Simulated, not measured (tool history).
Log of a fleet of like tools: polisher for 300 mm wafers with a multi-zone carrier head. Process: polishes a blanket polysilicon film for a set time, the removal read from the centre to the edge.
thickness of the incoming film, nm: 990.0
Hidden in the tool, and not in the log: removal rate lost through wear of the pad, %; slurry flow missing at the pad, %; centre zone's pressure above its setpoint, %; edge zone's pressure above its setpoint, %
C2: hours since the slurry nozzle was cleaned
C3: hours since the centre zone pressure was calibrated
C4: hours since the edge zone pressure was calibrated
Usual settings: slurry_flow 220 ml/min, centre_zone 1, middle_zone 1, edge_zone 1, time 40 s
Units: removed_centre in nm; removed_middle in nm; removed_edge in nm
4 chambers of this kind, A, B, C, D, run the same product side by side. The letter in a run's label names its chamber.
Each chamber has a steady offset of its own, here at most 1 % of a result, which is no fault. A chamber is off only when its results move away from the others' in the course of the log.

Run 1B, hour 6.1: usual settings; wafers polished on this pad 815; C2 81.9; C3 11.8; C4 468.7. Result: removed_centre 231.6 nm, removed_middle 224.56 nm, removed_edge 228.8 nm.
Run 2A, hour 13.3: usual settings; wafers polished on this pad 820; C2 193.4; C3 94.2; C4 1016. Result: removed_centre 226.89 nm, removed_middle 231.86 nm, removed_edge 232.54 nm.
At hour 14.8: chamber C: worn pad replaced by a new one.
Run 3D, hour 20.8: usual settings; wafers polished on this pad 412; C2 295.4; C3 172.6; C4 106.5. Result: removed_centre 228.45 nm, removed_middle 225.18 nm, removed_edge 229.84 nm.
At hour 23.5: chamber B: worn pad replaced by a new one.
Run 4C, hour 27.4: usual settings; wafers polished on this pad 164; C2 424.9; C3 267.7; C4 214.6. Result: removed_centre 229.24 nm, removed_middle 234.65 nm, removed_edge 228.09 nm.
At hour 27.5: chamber A: worn pad replaced by a new one.
Run 5D, hour 34.5: usual settings; wafers polished on this pad 589; C2 309.1; C3 186.3; C4 120.2. Result: removed_centre 227.3 nm, removed_middle 223.89 nm, removed_edge 227.24 nm.
Run 6B, hour 44.6: usual settings; wafers polished on this pad 273; C2 120.4; C3 50.3; C4 507.2. Result: removed_centre 232.8 nm, removed_middle 228.15 nm, removed_edge 226.74 nm.
Run 7C, hour 53.4: usual settings; wafers polished on this pad 500; C2 450.9; C3 293.7; C4 240.6. Result: removed_centre 226.27 nm, removed_middle 229.57 nm, removed_edge 227.84 nm.
Run 8A, hour 59.2: usual settings; wafers polished on this pad 410; C2 239.3; C3 140.1; C4 1061.9. Result: removed_centre 227.73 nm, removed_middle 227.38 nm, removed_edge 229.23 nm.
At hour 60.4: chamber D: worn pad replaced by a new one.
At hour 70: chamber C: worn pad replaced by a new one.
Run 9C, hour 70.8: usual settings; wafers polished on this pad 11; C2 468.3; C3 311.1; C4 258. Result: removed_centre 229.9 nm, removed_middle 228.07 nm, removed_edge 224.15 nm.
Run 10A, hour 77.3: usual settings; wafers polished on this pad 644; C2 257.4; C3 158.2; C4 1080. Result: removed_centre 226.64 nm, removed_middle 230.97 nm, removed_edge 229.6 nm.
Run 11B, hour 83.9: usual settings; wafers polished on this pad 781; C2 159.7; C3 89.6; C4 546.5. Result: removed_centre 228.41 nm, removed_middle 227.09 nm, removed_edge 231.72 nm.
Run 12D, hour 91.5: usual settings; wafers polished on this pad 403; C2 366.1; C3 243.3; C4 177.2. Result: removed_centre 227.62 nm, removed_middle 227.37 nm, removed_edge 229.06 nm.
Run 13D, hour 98.8: usual settings; wafers polished on this pad 497; C2 373.4; C3 250.6; C4 184.5. Result: removed_centre 227.63 nm, removed_middle 225.09 nm, removed_edge 229.7 nm.
At hour 103.8: chamber A: worn pad replaced by a new one.
At hour 105: chamber B: edge zone pressure recalibrated.
At hour 108.9: chamber B: worn pad replaced by a new one.
Run 14B, hour 109.6: usual settings; wafers polished on this pad 9; C2 185.4; C3 115.3; C4 4.7. Result: removed_centre 232.47 nm, removed_middle 227.6 nm, removed_edge 226.88 nm.
Run 15A, hour 117.4: usual settings; wafers polished on this pad 176; C2 297.5; C3 198.3; C4 1120.1. Result: removed_centre 224.74 nm, removed_middle 228.48 nm, removed_edge 229.83 nm.
At hour 122.2: chamber C: slurry nozzle cleaned.
At hour 125: chamber D: worn pad replaced by a new one.
Run 16C, hour 127.4: usual settings; wafers polished on this pad 742; C2 5.2; C3 367.7; C4 314.6. Result: removed_centre 226.69 nm, removed_middle 230.51 nm, removed_edge 226.03 nm.
Run 17D, hour 134.9: usual settings; wafers polished on this pad 128; C2 409.5; C3 286.7; C4 220.6. Result: removed_centre 227.62 nm, removed_middle 229.01 nm, removed_edge 230.83 nm.
At hour 140.1: chamber C: worn pad replaced by a new one.
At hour 143.3: chamber D: centre zone pressure recalibrated.
Run 18B, hour 144.4: usual settings; wafers polished on this pad 459; C2 220.2; C3 150.1; C4 39.5. Result: removed_centre 231.38 nm, removed_middle 227.22 nm, removed_edge 227.11 nm.
Run 19C, hour 150.4: usual settings; wafers polished on this pad 134; C2 28.2; C3 390.7; C4 337.6. Result: removed_centre 230.2 nm, removed_middle 229.03 nm, removed_edge 225.73 nm.
Run 20A, hour 159.9: usual settings; wafers polished on this pad 726; C2 340; C3 240.8; C4 1162.6. Result: removed_centre 227.98 nm, removed_middle 230.8 nm, removed_edge 232.63 nm.
Run 21B, hour 171.5: usual settings; wafers polished on this pad 810; C2 247.3; C3 177.2; C4 66.6. Result: removed_centre 229.52 nm, removed_middle 224.92 nm, removed_edge 228.27 nm.
Run 22D, hour 176.8: usual settings but slurry_flow 260 ml/min, edge_zone 1.07; wafers polished on this pad 670; C2 451.4; C3 33.6; C4 262.5. Result: removed_centre 235.46 nm, removed_middle 231.99 nm, removed_edge 241.45 nm.
Run 23C, hour 182.5: usual settings but slurry_flow 260 ml/min, edge_zone 1.07; wafers polished on this pad 549; C2 60.3; C3 422.8; C4 369.7. Result: removed_centre 229.5 nm, removed_middle 232.2 nm, removed_edge 236.3 nm.
At hour 183.3: chamber A: worn pad replaced by a new one.
Run 24A, hour 192.8: usual settings but slurry_flow 260 ml/min, edge_zone 1.07; wafers polished on this pad 123; C2 372.9; C3 273.7; C4 1195.5. Result: removed_centre 232.97 nm, removed_middle 233.39 nm, removed_edge 238.86 nm.
At hour 193.2: chamber B: worn pad replaced by a new one.
At hour 196.4: chamber D: worn pad replaced by a new one.
Run 25D, hour 198.4: usual settings but slurry_flow 260 ml/min, edge_zone 1.07; wafers polished on this pad 27; C2 473; C3 55.2; C4 284.1. Result: removed_centre 229.68 nm, removed_middle 231.81 nm, removed_edge 241.24 nm.
Run 26C, hour 204.5: usual settings; wafers polished on this pad 833; C2 82.3; C3 444.8; C4 391.7. Result: removed_centre 223.82 nm, removed_middle 227.02 nm, removed_edge 226.47 nm.
Run 27A, hour 209.9: usual settings; wafers polished on this pad 344; C2 390; C3 290.8; C4 1212.6. Result: removed_centre 224.23 nm, removed_middle 228.4 nm, removed_edge 227.44 nm.
Run 28B, hour 218.3: usual settings; wafers polished on this pad 325; C2 294.1; C3 224; C4 113.4. Result: removed_centre 230.87 nm, removed_middle 226.19 nm, removed_edge 227.38 nm.
Run 29A, hour 224: usual settings; wafers polished on this pad 527; C2 404.1; C3 304.9; C4 1226.7. Result: removed_centre 227.6 nm, removed_middle 231.7 nm, removed_edge 228.81 nm.

All 4 chambers run these settings next. Forecast each chamber's results:
Run 30A, hour 232.6: usual settings but slurry_flow 270 ml/min. Result: removed_centre ?, removed_middle ?, removed_edge ?.
Run 30B, hour 232.6: usual settings but slurry_flow 270 ml/min. Result: removed_centre ?, removed_middle ?, removed_edge ?.
Run 30C, hour 232.6: usual settings but slurry_flow 270 ml/min. Result: removed_centre ?, removed_middle ?, removed_edge ?.
Run 30D, hour 232.6: usual settings but slurry_flow 270 ml/min. Result: removed_centre ?, removed_middle ?, removed_edge ?.

run  removed_centre  removed_middle  removed_edge
30A          234.67          231.65         236.6
30B          240.14          235.33           232
30C          235.09          233.75        231.05
30D          232.02          230.56         231.5
